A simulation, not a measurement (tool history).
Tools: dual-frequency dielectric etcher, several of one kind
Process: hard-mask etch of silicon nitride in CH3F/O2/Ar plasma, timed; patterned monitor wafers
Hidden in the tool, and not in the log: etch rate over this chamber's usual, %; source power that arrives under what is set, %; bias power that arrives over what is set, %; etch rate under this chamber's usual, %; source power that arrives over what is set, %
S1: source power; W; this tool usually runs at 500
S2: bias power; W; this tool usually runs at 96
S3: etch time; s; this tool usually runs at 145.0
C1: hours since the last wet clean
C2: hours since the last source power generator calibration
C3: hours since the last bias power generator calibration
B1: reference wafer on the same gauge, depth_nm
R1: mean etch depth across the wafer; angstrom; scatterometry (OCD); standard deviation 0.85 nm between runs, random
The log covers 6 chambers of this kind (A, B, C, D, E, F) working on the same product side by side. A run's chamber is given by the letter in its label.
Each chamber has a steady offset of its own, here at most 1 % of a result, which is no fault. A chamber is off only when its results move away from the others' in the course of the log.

run 1E hour=6.8 | S1=500 S2=96 S3=145.0 | C1=22.0 C2=686.1 C3=1202.4 | B1=105.94 | R1=1215.6
run 2B hour=17.1 | S1=500 S2=96 S3=145.0 | C1=214.2 C2=409.3 C3=3307.7 | B1=106.01 | R1=1205.6
run 3D hour=29.6 | S1=500 S2=96 S3=145.0 | C1=475.6 C2=2563.9 C3=465.6 | B1=105.92 | R1=1232.7
run 4F hour=37.9 | S1=500 S2=96 S3=145.0 | C1=336.5 C2=2709.1 C3=1144.8 | B1=105.95 | R1=1232.9
run 5C hour=44.7 | S1=500 S2=96 S3=145.0 | C1=220.3 C2=3362.4 C3=1543.3 | B1=105.79 | R1=1215.2
run 6A hour=54.4 | S1=500 S2=96 S3=145.0 | C1=452.2 C2=872.8 C3=3408.3 | B1=106.21 | R1=1202.3
run 7C hour=64.9 | S1=500 S2=96 S3=145.0 | C1=240.5 C2=3382.6 C3=1563.5 | B1=105.88 | R1=1233.1
run 8F hour=71.2 | S1=500 S2=119 S3=145.0 | C1=369.8 C2=2742.4 C3=1178.1 | B1=106.12 | R1=1316.9
run 9E hour=78.1 | S1=500 S2=119 S3=145.0 | C1=93.3 C2=757.4 C3=1273.7 | B1=105.76 | R1=1317.2
run 10A hour=89.0 | S1=500 S2=119 S3=145.0 | C1=486.8 C2=907.4 C3=3442.9 | B1=105.87 | R1=1307.5
run 11B hour=95.5 | S1=500 S2=119 S3=145.0 | C1=292.6 C2=487.7 C3=3386.1 | B1=106.00 | R1=1302.9
run 12D hour=106.4 | S1=500 S2=119 S3=145.0 | C1=552.4 C2=2640.7 C3=542.4 | B1=106.16 | R1=1319.0
run 13C hour=116.1 | S1=500 S2=119 S3=145.0 | C1=291.7 C2=3433.8 C3=1614.7 | B1=106.03 | R1=1316.7
-- hour=124.8 chamber A: bias power generator calibrated
run 14F hour=127.1 | S1=500 S2=96 S3=145.0 | C1=425.7 C2=2798.3 C3=1234.0 | B1=106.03 | R1=1221.5
run 15B hour=140.1 | S1=500 S2=96 S3=145.0 | C1=337.2 C2=532.3 C3=3430.7 | B1=106.05 | R1=1214.5
run 16E hour=148.6 | S1=500 S2=96 S3=145.0 | C1=163.8 C2=827.9 C3=1344.2 | B1=106.10 | R1=1228.7
-- hour=157.2 chamber D: wet clean of the chamber
run 17D hour=160.2 | S1=500 S2=81 S3=145.0 | C1=3.1 C2=2694.5 C3=596.2 | B1=105.94 | R1=1163.7
run 18A hour=173.0 | S1=500 S2=81 S3=145.0 | C1=570.8 C2=991.4 C3=48.2 | B1=106.03 | R1=1140.3
run 19B hour=179.2 | S1=500 S2=81 S3=145.0 | C1=376.3 C2=571.4 C3=3469.8 | B1=105.94 | R1=1133.5
run 20C hour=191.8 | S1=500 S2=81 S3=145.0 | C1=367.4 C2=3509.5 C3=1690.4 | B1=105.79 | R1=1150.2
run 21E hour=197.6 | S1=500 S2=81 S3=145.0 | C1=212.8 C2=876.9 C3=1393.2 | B1=105.92 | R1=1162.6
run 22F hour=209.4 | S1=500 S2=81 S3=145.0 | C1=508.0 C2=2880.6 C3=1316.3 | B1=106.16 | R1=1155.5
-- hour=214.0 chamber C: bias power generator calibrated
-- hour=215.9 chamber F: wet clean of the chamber
run 23D hour=221.1 | S1=500 S2=96 S3=145.0 | C1=64.0 C2=2755.4 C3=657.1 | B1=106.06 | R1=1245.0
run 24A hour=229.3 | S1=500 S2=105 S3=174.5 | C1=627.1 C2=1047.7 C3=104.5 | B1=105.99 | R1=1501.6
run 25E hour=237.9 | S1=500 S2=105 S3=174.5 | C1=253.1 C2=917.2 C3=1433.5 | B1=106.02 | R1=1511.1
run 26A hour=250.7 | S1=500 S2=105 S3=174.5 | C1=648.5 C2=1069.1 C3=125.9 | B1=105.95 | R1=1499.3
run 27D hour=258.4 | S1=500 S2=105 S3=174.5 | C1=101.3 C2=2792.7 C3=694.4 | B1=106.12 | R1=1529.6
-- hour=267.8 chamber A: wet clean of the chamber
run 28F hour=270.0 | S1=500 S2=105 S3=174.5 | C1=54.1 C2=2941.2 C3=1376.9 | B1=105.96 | R1=1527.9
run 29C hour=282.6 | S1=500 S2=105 S3=174.5 | C1=458.2 C2=3600.3 C3=68.6 | B1=106.05 | R1=1506.0
-- hour=286.6 chamber B: bias power generator calibrated
run 30B hour=292.5 | S1=500 S2=96 S3=145.0 | C1=489.6 C2=684.7 C3=6.0 | B1=105.96 | R1=1214.2
run 31C hour=298.8 | S1=500 S2=96 S3=145.0 | C1=474.4 C2=3616.5 C3=84.8 | B1=105.95 | R1=1185.6
run 32E hour=309.9 | S1=430 S2=96 S3=145.0 | C1=325.1 C2=989.2 C3=1505.5 | B1=106.05 | R1=1152.8
run 33F hour=318.1 | S1=430 S2=96 S3=145.0 | C1=102.2 C2=2989.3 C3=1425.0 | B1=105.85 | R1=1146.8
-- hour=320.8 chamber B: wet clean of the chamber
run 34D hour=327.6 | S1=430 S2=96 S3=145.0 | C1=170.5 C2=2861.9 C3=763.6 | B1=106.15 | R1=1179.6
run 35B hour=334.6 | S1=430 S2=96 S3=145.0 | C1=13.9 C2=726.8 C3=48.1 | B1=105.99 | R1=1153.6
run 36A hour=344.7 | S1=430 S2=96 S3=145.0 | C1=77.0 C2=1163.1 C3=219.9 | B1=105.99 | R1=1154.2
-- hour=351.0 chamber C: source power generator calibrated
run 37C hour=356.1 | S1=430 S2=96 S3=145.0 | C1=531.7 C2=5.1 C3=142.1 | B1=105.92 | R1=1111.8
run 38D hour=366.5 | S1=460 S2=96 S3=145.0 | C1=209.4 C2=2900.8 C3=802.5 | B1=106.21 | R1=1187.5
run 39E hour=375.3 | S1=460 S2=96 S3=145.0 | C1=390.5 C2=1054.6 C3=1570.9 | B1=105.99 | R1=1191.4
run 40B hour=383.2 | S1=460 S2=96 S3=145.0 | C1=62.5 C2=775.4 C3=96.7 | B1=106.06 | R1=1179.0
run 41A hour=394.4 | S1=460 S2=96 S3=145.0 | C1=126.7 C2=1212.8 C3=269.6 | B1=105.72 | R1=1185.3

All 6 chambers run these settings next. Forecast each chamber's results:
run 42A hour=403.7 | S1=500 S2=96 S3=145.0 | R1=?
run 42B hour=403.7 | S1=500 S2=96 S3=145.0 | R1=?
run 42C hour=403.7 | S1=500 S2=96 S3=145.0 | R1=?
run 42D hour=403.7 | S1=500 S2=96 S3=145.0 | R1=?
run 42E hour=403.7 | S1=500 S2=96 S3=145.0 | R1=?
run 42F hour=403.7 | S1=500 S2=96 S3=145.0 | R1=?

run=42A R1=1207.9
run=42B R1=1218.5
run=42C R1=1177.4
run=42D R1=1235.3
run=42E R1=1215.5
run=42F R1=1229.4
